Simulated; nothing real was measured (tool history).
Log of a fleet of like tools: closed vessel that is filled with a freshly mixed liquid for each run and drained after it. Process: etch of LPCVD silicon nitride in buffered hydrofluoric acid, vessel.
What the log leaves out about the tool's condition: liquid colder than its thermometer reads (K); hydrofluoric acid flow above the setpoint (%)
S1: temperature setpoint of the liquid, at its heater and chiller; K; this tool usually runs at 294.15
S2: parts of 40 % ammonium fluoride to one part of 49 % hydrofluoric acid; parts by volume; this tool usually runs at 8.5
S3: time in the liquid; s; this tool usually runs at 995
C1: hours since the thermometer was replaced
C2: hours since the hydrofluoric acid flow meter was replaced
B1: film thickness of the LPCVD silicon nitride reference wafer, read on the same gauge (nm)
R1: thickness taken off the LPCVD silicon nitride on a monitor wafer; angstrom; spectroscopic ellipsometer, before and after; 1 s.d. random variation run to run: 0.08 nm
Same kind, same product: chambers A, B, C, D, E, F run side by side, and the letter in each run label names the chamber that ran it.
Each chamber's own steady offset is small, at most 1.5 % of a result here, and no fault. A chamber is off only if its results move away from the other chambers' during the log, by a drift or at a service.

run 1A hour=10.0 | S1=294.15 S2=8.5 S3=995 | C1=419.0 C2=65.2 | B1=69.999 | R1=146.15
-- hour=11.9 chamber D: hydrofluoric acid flow meter replaced
run 2F hour=17.8 | S1=294.15 S2=8.5 S3=995 | C1=2067.7 C2=86.7 | B1=69.976 | R1=146.36
run 3C hour=25.8 | S1=294.15 S2=8.5 S3=995 | C1=1194.0 C2=258.7 | B1=69.998 | R1=145.98
run 4B hour=32.8 | S1=294.15 S2=8.5 S3=995 | C1=754.0 C2=187.8 | B1=70.019 | R1=145.39
run 5D hour=37.9 | S1=294.15 S2=8.5 S3=995 | C1=399.9 C2=26.1 | B1=70.001 | R1=147.96
run 6E hour=48.1 | S1=294.15 S2=8.5 S3=995 | C1=353.0 C2=391.0 | B1=69.994 | R1=145.53
run 7A hour=57.4 | S1=294.15 S2=8.5 S3=995 | C1=466.4 C2=112.6 | B1=70.001 | R1=147.02
run 8F hour=64.6 | S1=297.15 S2=8.5 S3=995 | C1=2114.5 C2=133.5 | B1=69.956 | R1=171.47
-- hour=70.2 chamber F: thermometer replaced
run 9C hour=75.0 | S1=297.15 S2=8.5 S3=995 | C1=1243.2 C2=307.9 | B1=69.952 | R1=172.67
run 10B hour=83.4 | S1=297.15 S2=8.5 S3=995 | C1=804.6 C2=238.4 | B1=69.995 | R1=172.25
run 11D hour=93.9 | S1=297.15 S2=8.5 S3=995 | C1=455.9 C2=82.1 | B1=70.025 | R1=175.72
run 12E hour=100.2 | S1=297.15 S2=8.5 S3=995 | C1=405.1 C2=443.1 | B1=69.970 | R1=170.69
run 13D hour=110.5 | S1=297.15 S2=8.5 S3=995 | C1=472.5 C2=98.7 | B1=69.983 | R1=173.98
run 14E hour=117.1 | S1=294.15 S2=8.5 S3=995 | C1=422.0 C2=460.0 | B1=70.061 | R1=144.78
run 15C hour=124.0 | S1=294.15 S2=8.5 S3=995 | C1=1292.2 C2=356.9 | B1=70.006 | R1=144.94
run 16A hour=129.5 | S1=294.15 S2=8.5 S3=995 | C1=538.5 C2=184.7 | B1=70.003 | R1=144.71
run 17B hour=138.4 | S1=294.15 S2=11.5 S3=1185 | C1=859.6 C2=293.4 | B1=69.991 | R1=133.78
run 18F hour=143.9 | S1=294.15 S2=11.5 S3=1185 | C1=73.7 C2=212.8 | B1=70.023 | R1=133.82
run 19A hour=152.1 | S1=294.15 S2=11.5 S3=1185 | C1=561.1 C2=207.3 | B1=70.015 | R1=132.97
run 20C hour=160.3 | S1=294.15 S2=11.5 S3=1185 | C1=1328.5 C2=393.2 | B1=69.984 | R1=132.55
run 21F hour=170.6 | S1=294.15 S2=11.5 S3=1185 | C1=100.4 C2=239.5 | B1=70.021 | R1=133.84
run 22D hour=177.7 | S1=294.15 S2=11.5 S3=1185 | C1=539.7 C2=165.9 | B1=70.018 | R1=135.25
run 23E hour=186.1 | S1=294.15 S2=8.5 S3=995 | C1=491.0 C2=529.0 | B1=70.027 | R1=145.30
run 24B hour=192.3 | S1=294.15 S2=8.5 S3=995 | C1=913.5 C2=347.3 | B1=69.979 | R1=147.35
run 25B hour=201.5 | S1=294.15 S2=8.5 S3=995 | C1=922.7 C2=356.5 | B1=70.020 | R1=146.80
run 26F hour=210.6 | S1=294.15 S2=8.5 S3=995 | C1=140.4 C2=279.5 | B1=69.993 | R1=146.13
run 27E hour=219.0 | S1=294.15 S2=8.5 S3=995 | C1=523.9 C2=561.9 | B1=69.998 | R1=144.02
run 28A hour=229.2 | S1=294.15 S2=8.5 S3=995 | C1=638.2 C2=284.4 | B1=70.005 | R1=145.25
run 29D hour=238.4 | S1=294.15 S2=8.5 S3=995 | C1=600.4 C2=226.6 | B1=69.972 | R1=147.23
run 30C hour=248.7 | S1=294.15 S2=8.5 S3=995 | C1=1416.9 C2=481.6 | B1=69.984 | R1=146.41
run 31F hour=256.2 | S1=294.15 S2=8.5 S3=995 | C1=186.0 C2=325.1 | B1=69.968 | R1=146.01
run 32E hour=262.6 | S1=294.15 S2=8.5 S3=995 | C1=567.5 C2=605.5 | B1=70.015 | R1=145.39
run 33C hour=267.6 | S1=294.15 S2=8.5 S3=995 | C1=1435.8 C2=500.5 | B1=70.024 | R1=144.87
run 34A hour=277.7 | S1=294.15 S2=8.5 S3=995 | C1=686.7 C2=332.9 | B1=70.027 | R1=145.70
run 35B hour=284.8 | S1=294.15 S2=8.5 S3=995 | C1=1006.0 C2=439.8 | B1=70.008 | R1=146.55
run 36D hour=293.7 | S1=294.15 S2=8.5 S3=995 | C1=655.7 C2=281.9 | B1=70.034 | R1=148.18
run 37C hour=302.1 | S1=294.15 S2=8.5 S3=995 | C1=1470.3 C2=535.0 | B1=70.028 | R1=145.90
run 38E hour=309.0 | S1=294.15 S2=8.5 S3=995 | C1=613.9 C2=651.9 | B1=70.047 | R1=146.63
run 39F hour=319.7 | S1=294.15 S2=8.5 S3=995 | C1=249.5 C2=388.6 | B1=69.994 | R1=146.29
run 40D hour=329.0 | S1=294.15 S2=8.5 S3=995 | C1=691.0 C2=317.2 | B1=70.039 | R1=147.55
run 41A hour=338.9 | S1=294.15 S2=8.5 S3=995 | C1=747.9 C2=394.1 | B1=69.979 | R1=145.63

Each of the 6 chambers runs these same settings next. Fill in every chamber's results:
run 42A hour=347.1 | S1=294.15 S2=8.5 S3=995 | R1=?
run 42B hour=347.1 | S1=294.15 S2=8.5 S3=995 | R1=?
run 42C hour=347.1 | S1=294.15 S2=8.5 S3=995 | R1=?
run 42D hour=347.1 | S1=294.15 S2=8.5 S3=995 | R1=?
run 42E hour=347.1 | S1=294.15 S2=8.5 S3=995 | R1=?
run 42F hour=347.1 | S1=294.15 S2=8.5 S3=995 | R1=?

run=42A R1=145.79
run=42B R1=144.97
run=42C R1=146.17
run=42D R1=147.42
run=42E R1=145.58
run=42F R1=147.87

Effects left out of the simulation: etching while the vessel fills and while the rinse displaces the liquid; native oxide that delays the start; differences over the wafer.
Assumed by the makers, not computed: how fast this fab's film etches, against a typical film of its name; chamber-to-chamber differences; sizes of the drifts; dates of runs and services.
